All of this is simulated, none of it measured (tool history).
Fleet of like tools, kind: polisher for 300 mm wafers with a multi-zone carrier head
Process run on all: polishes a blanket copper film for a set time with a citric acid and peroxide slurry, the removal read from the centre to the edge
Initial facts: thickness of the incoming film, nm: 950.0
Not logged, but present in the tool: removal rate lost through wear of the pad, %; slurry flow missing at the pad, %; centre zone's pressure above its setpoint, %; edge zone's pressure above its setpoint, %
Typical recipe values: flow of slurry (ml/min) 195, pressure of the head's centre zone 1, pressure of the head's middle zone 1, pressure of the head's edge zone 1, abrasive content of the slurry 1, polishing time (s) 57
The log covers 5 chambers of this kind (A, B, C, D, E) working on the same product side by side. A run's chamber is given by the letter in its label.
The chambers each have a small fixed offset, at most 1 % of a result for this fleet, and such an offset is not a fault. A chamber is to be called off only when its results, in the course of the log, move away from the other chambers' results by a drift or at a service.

| run | day | flow of slurry (ml/min) | pressure of the head's centre zone | pressure of the head's middle zone | pressure of the head's edge zone | abrasive content of the slurry | polishing time (s) | wafers polished on this pad | hours since the slurry nozzle was cleaned | hours since the centre zone pressure was calibrated | hours since the edge zone pressure was calibrated | film removed at the wafer's centre (angstrom) | film removed at mid-radius (angstrom) | film removed at the wafer's edge (angstrom) |
|---|---|---|---|---|---|---|---|---|---|---|---|---|---|---|
|  | 0.075 | chamber A: worn pad replaced by a new one |
| 1A | 0.196 | 195 | 1 | 1 | 1 | 1 | 57 | 23 | 138.5 | 718.2 | 204.9 | 1726 | 1770.1 | 1740.5 |
| 2E | 0.333 | 195 | 1 | 1 | 1 | 1 | 57 | 355 | 135.4 | 325.6 | 221.1 | 1767.3 | 1773.5 | 1750.3 |
| 3D | 0.467 | 195 | 1 | 1 | 1 | 1 | 57 | 994 | 255.2 | 423.7 | 449.9 | 1722.4 | 1716.8 | 1691.7 |
| 4C | 0.708 | 195 | 1 | 1 | 1 | 1 | 57 | 283 | 140.1 | 899.4 | 329.2 | 1769.1 | 1733.2 | 1774.3 |
|  | 0.75 | chamber D: worn pad replaced by a new one |
| 5B | 0.917 | 195 | 1 | 1 | 1 | 1 | 57 | 962 | 186 | 482.6 | 658.1 | 1750 | 1741.2 | 1722.7 |
| 6E | 1.171 | 195 | 1 | 1 | 1 | 1 | 57 | 516 | 155.5 | 345.7 | 241.2 | 1802 | 1754.3 | 1746.8 |
| 7C | 1.333 | 195 | 1 | 1 | 1 | 1 | 57 | 404 | 155.1 | 914.4 | 344.2 | 1755.3 | 1697 | 1780.9 |
| 8A | 1.488 | 250 | 0.94 | 1 | 1 | 1 | 57 | 272 | 169.5 | 749.2 | 235.9 | 1677.7 | 1824.6 | 1748.1 |
| 9B | 1.629 | 250 | 0.94 | 1 | 1 | 1 | 57 | 1100 | 203.1 | 499.7 | 675.2 | 1682.2 | 1804.2 | 1841.9 |
| 10D | 1.829 | 250 | 0.94 | 1 | 1 | 1 | 57 | 208 | 287.9 | 456.4 | 482.6 | 1688.3 | 1816.3 | 1746.7 |
| 11E | 1.971 | 250 | 0.94 | 1 | 1 | 1 | 57 | 671 | 174.7 | 364.9 | 260.4 | 1719.2 | 1789.4 | 1837.9 |
| 12D | 2.138 | 250 | 0.94 | 1 | 1 | 1 | 57 | 267 | 295.3 | 463.8 | 490 | 1692.8 | 1795 | 1775.7 |
| 13C | 2.362 | 195 | 1 | 1 | 1 | 1 | 57 | 602 | 179.8 | 939.1 | 368.9 | 1765.3 | 1756.4 | 1719.3 |
|  | 2.492 | chamber B: worn pad replaced by a new one |
| 14A | 2.538 | 195 | 1 | 1 | 1 | 1 | 57 | 475 | 194.7 | 774.4 | 261.1 | 1722.2 | 1695 | 1751.2 |
| 15B | 2.712 | 195 | 1 | 1 | 1 | 1 | 57 | 42 | 229.1 | 525.7 | 701.2 | 1754.2 | 1755.2 | 1760.8 |
| 16A | 2.938 | 195 | 1 | 1 | 1 | 1 | 57 | 552 | 204.3 | 784 | 270.7 | 1738.6 | 1753.1 | 1736.1 |
| 17C | 3.1 | 195 | 1 | 1 | 1 | 1 | 57 | 745 | 197.5 | 956.8 | 386.6 | 1763.1 | 1759.9 | 1756.9 |
|  | 3.125 | chamber A: worn pad replaced by a new one |
| 18B | 3.279 | 195 | 1 | 1 | 1 | 1 | 57 | 152 | 242.7 | 539.3 | 714.8 | 1753.9 | 1754.3 | 1745 |
|  | 3.35 | chamber C: worn pad replaced by a new one |
| 19E | 3.5 | 195 | 1 | 1 | 1 | 1 | 57 | 966 | 211.4 | 401.6 | 297.1 | 1780.9 | 1733.6 | 1766.6 |
| 20D | 3.675 | 195 | 1 | 1 | 1 | 1 | 57 | 564 | 332.2 | 500.7 | 526.9 | 1745.5 | 1771 | 1753.2 |
| 21B | 3.879 | 195 | 1 | 1 | 1 | 1 | 57 | 268 | 257.1 | 553.7 | 729.2 | 1751.4 | 1778.8 | 1781.2 |
| 22A | 4.154 | 195 | 1 | 1 | 1 | 1 | 57 | 199 | 233.5 | 813.2 | 299.9 | 1668.1 | 1691.9 | 1718.8 |
| 23E | 4.312 | 195 | 1 | 1 | 1 | 1 | 57 | 1123 | 230.9 | 421.1 | 316.6 | 1781.3 | 1757.6 | 1759 |
| 24D | 4.583 | 195 | 1 | 1 | 1 | 1 | 57 | 739 | 354 | 522.5 | 548.7 | 1746.1 | 1732.7 | 1739.1 |
| 25C | 4.717 | 195 | 1 | 1 | 1 | 1 | 57 | 263 | 236.3 | 995.6 | 425.4 | 1799.1 | 1755.5 | 1758.5 |
|  | 4.838 | chamber C: centre zone pressure recalibrated |
|  | 4.954 | chamber D: slurry nozzle cleaned |
| 26E | 4.962 | 195 | 1 | 1 | 1 | 1 | 57 | 1248 | 246.5 | 436.7 | 332.2 | 1775 | 1755.3 | 1773.9 |
| 27D | 5.158 | 195 | 1 | 1 | 1 | 1 | 57 | 850 | 5 | 536.3 | 562.5 | 1759.1 | 1728.3 | 1763.5 |
| 28C | 5.35 | 195 | 0.91 | 1 | 1 | 1.2 | 57 | 386 | 251.5 | 12.3 | 440.6 | 1659.2 | 1813.6 | 1809.5 |
| 29B | 5.567 | 195 | 0.91 | 1 | 1 | 1.2 | 57 | 593 | 297.6 | 594.2 | 769.7 | 1627.5 | 1896.2 | 1801.9 |
| 30A | 5.804 | 195 | 0.91 | 1 | 1 | 1.2 | 57 | 517 | 273.1 | 852.8 | 339.5 | 1544.5 | 1736.1 | 1756.9 |
|  | 5.825 | chamber E: worn pad replaced by a new one |
| 31D | 6.004 | 195 | 0.91 | 1 | 1 | 1.2 | 57 | 1014 | 25.3 | 556.6 | 582.8 | 1634.8 | 1748 | 1818.8 |
| 32C | 6.25 | 195 | 0.91 | 1 | 1 | 1.2 | 57 | 559 | 273.1 | 33.9 | 462.2 | 1640.9 | 1817.4 | 1784.5 |
| 33E | 6.375 | 195 | 1 | 1 | 1 | 1 | 57 | 106 | 280.4 | 470.6 | 366.1 | 1749.9 | 1784 | 1789 |
| 34B | 6.525 | 195 | 1 | 1 | 1 | 1 | 57 | 778 | 320.6 | 617.2 | 792.7 | 1743.9 | 1808.9 | 1760 |
|  | 6.642 | chamber A: worn pad replaced by a new one |
| 35A | 6.758 | 195 | 1 | 1 | 1 | 1 | 57 | 23 | 296 | 875.7 | 362.4 | 1589.9 | 1609.7 | 1654.7 |
| 36A | 7.012 | 195 | 1 | 1 | 1 | 1 | 57 | 72 | 302.1 | 881.8 | 368.5 | 1597.2 | 1623.8 | 1663.7 |

The same settings go to every chamber for the next run, one line per chamber below. Forecast the results for each:
| 37A | 7.208 | 195 | 1 | 1 | 1 | 1 | 57 |  |  |  |  | ? | ? | ? |
| 37B | 7.208 | 195 | 1 | 1 | 1 | 1 | 57 |  |  |  |  | ? | ? | ? |
| 37C | 7.208 | 195 | 1 | 1 | 1 | 1 | 57 |  |  |  |  | ? | ? | ? |
| 37D | 7.208 | 195 | 1 | 1 | 1 | 1 | 57 |  |  |  |  | ? | ? | ? |
| 37E | 7.208 | 195 | 1 | 1 | 1 | 1 | 57 |  |  |  |  | ? | ? | ? |

| run | film removed at the wafer's centre (angstrom) | film removed at mid-radius (angstrom) | film removed at the wafer's edge (angstrom) |
|---|---|---|---|
| 37A | 1566.4 | 1604.7 | 1641.3 |
| 37B | 1711.2 | 1761.5 | 1704 |
| 37C | 1739.1 | 1755.9 | 1784.3 |
| 37D | 1754.7 | 1767.6 | 1736.2 |
| 37E | 1762.8 | 1697.8 | 1769 |
